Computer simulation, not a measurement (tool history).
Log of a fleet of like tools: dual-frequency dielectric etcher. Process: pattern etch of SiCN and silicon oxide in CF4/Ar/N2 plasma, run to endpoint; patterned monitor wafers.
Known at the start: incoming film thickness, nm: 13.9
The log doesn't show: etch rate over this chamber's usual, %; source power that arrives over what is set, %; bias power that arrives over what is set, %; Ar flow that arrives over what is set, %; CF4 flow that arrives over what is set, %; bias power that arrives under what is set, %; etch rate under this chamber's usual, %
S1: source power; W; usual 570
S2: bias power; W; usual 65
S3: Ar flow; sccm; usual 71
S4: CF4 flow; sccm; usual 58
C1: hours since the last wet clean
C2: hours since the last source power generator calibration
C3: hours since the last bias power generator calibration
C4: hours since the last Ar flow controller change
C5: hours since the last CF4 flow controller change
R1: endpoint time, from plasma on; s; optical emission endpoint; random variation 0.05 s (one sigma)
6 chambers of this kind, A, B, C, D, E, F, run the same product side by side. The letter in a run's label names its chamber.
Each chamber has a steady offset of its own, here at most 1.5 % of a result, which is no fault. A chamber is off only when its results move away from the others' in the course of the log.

run   hour   S1  S2  S3  S4     C1      C2      C3      C4      C5      R1
 1D   13.2  570  65  71  58  258.8  1276.3  1574.9   258.9  3969.3  13.269
 2A   25.9  570  65  71  58  285.2  1436.9    72.8  1879.1  1007.1  13.191
 3B   32.8  570  65  71  58  470.1    49.7   170.7  1519.8   606.9  13.198
      40.4  -- chamber F: source power generator calibrated
      41.9  -- chamber A: Ar flow controller replaced
 4C   42.2  570  65  71  58  534.9  3707.1  1276.4  2677.7   964.5  13.132
 5E   49.3  570  65  71  58  440.2  1618.1     600   391.8   161.2  13.204
 6F   58.4  570  65  71  58    289    18.1     278  1302.6  2965.4  13.377
      58.9  -- chamber C: wet clean of the chamber
 7E   67.8  570  65  71  45  458.7  1636.6   618.5   410.3   179.7  13.724
 8C   80.8  570  65  71  45   21.9  3745.7    1315  2716.3  1003.1  13.771
 9D   88.7  570  65  71  45  334.3  1351.8  1650.4   334.4  4044.8  13.889
      95.1  -- chamber C: source power generator calibrated
10A   96.6  570  65  71  45  355.9  1507.6   143.5    54.7  1077.8  13.619
11F  102.9  570  65  71  45  333.5    62.6   322.5  1347.1  3009.9   14.05
12B  109.9  570  65  71  45  547.2   126.8   247.8  1596.9     684  13.716
13A  119.4  570  65  71  58  378.7  1530.4   166.3    77.5  1100.6  13.233
14F  126.5  570  65  71  58  357.1    86.2   346.1  1370.7  3033.5  13.537
15B  139.1  570  65  71  58  576.4     156     277  1626.1   713.2  13.126
16E  149.2  570  65  71  58  540.1    1718   699.9   491.7   261.1  13.145
17C  156.1  570  65  71  65   97.2    61.1  1390.3  2791.6  1078.4  12.941
     166.8  -- chamber F: wet clean of the chamber
18D  166.9  570  65  71  65  412.5    1430  1728.6   412.6    4123  13.205
     169.8  -- chamber A: wet clean of the chamber
19D  174.4  570  65  71  65    420  1437.5  1736.1   420.1  4130.5  13.221
     175.7  -- chamber B: wet clean of the chamber
20B    183  570  65  71  65    7.4   199.9   320.9    1670   757.1  12.928
21F    190  570  65  71  65   23.3   149.7   409.6  1434.2    3097  13.135
     195.8  -- chamber E: wet clean of the chamber
22E    196  570  65  71  65    0.2  1764.8   746.7   538.5   307.9  12.986
23C  205.1  570  65  71  58  146.2   110.1  1439.3  2840.6  1127.4  13.099
24A  210.9  570  65  71  67   41.2  1621.9   257.8     169  1192.1  12.832
25C  221.7  570  65  71  67  162.8   126.7  1455.9  2857.2    1144  12.934
26D  228.9  570  65  71  67  474.5    1492  1790.6   474.6    4185  13.386
27B  235.9  570  65  71  67   60.3   252.8   373.8  1722.9     810  12.978
28E  245.9  570  65  71  67   50.1  1814.7   796.6   588.4   357.8    12.9
29F  258.6  570  65  71  67   91.9   218.3   478.2  1502.8  3165.6  13.066
30A  265.7  570  65  71  58     96  1676.7   312.6   223.8  1246.9  13.236
31E  272.7  570  74  71  58   76.9  1841.5   823.4   615.2   384.6  12.752
32D  279.1  570  74  71  58  524.7  1542.2  1840.8   524.8  4235.2  13.059
33B  290.6  570  74  71  58    115   307.5   428.5  1777.6   864.7  12.578
34C  297.7  570  74  71  58  238.8   202.7  1531.9  2933.2    1220  12.672
35F  310.5  570  74  71  58  143.8   270.2   530.1  1554.7  3217.5  12.892
36A    320  570  74  71  58  150.3    1731   366.9   278.1  1301.2   12.62
37D  326.5  570  65  71  58  572.1  1589.6  1888.2   572.2  4282.6  13.765
38C  337.7  570  65  71  58  278.8   242.7  1571.9  2973.2    1260  13.182
39E  347.6  570  65  55  68  151.8  1916.4   898.3   690.1   459.5  12.435
40A  358.8  570  65  55  68  189.1  1769.8   405.7   316.9    1340   12.38
41B  371.5  570  65  55  68  195.9   388.4   509.4  1858.5   945.6  12.446
42F  383.7  570  65  55  68    217   343.4   603.3  1627.9  3290.7  12.666
43B  396.5  570  65  55  68  220.9   413.4   534.4  1883.5   970.6  12.465

All 6 chambers run these settings next. Forecast each chamber's results:
44A   406  570  65  71  58                       ?
44B   406  570  65  71  58                       ?
44C   406  570  65  71  58                       ?
44D   406  570  65  71  58                       ?
44E   406  570  65  71  58                       ?
44F   406  570  65  71  58                       ?

run      R1
44A  13.153
44B  13.185
44C  13.124
44D  13.799
44E  13.162
44F  13.468
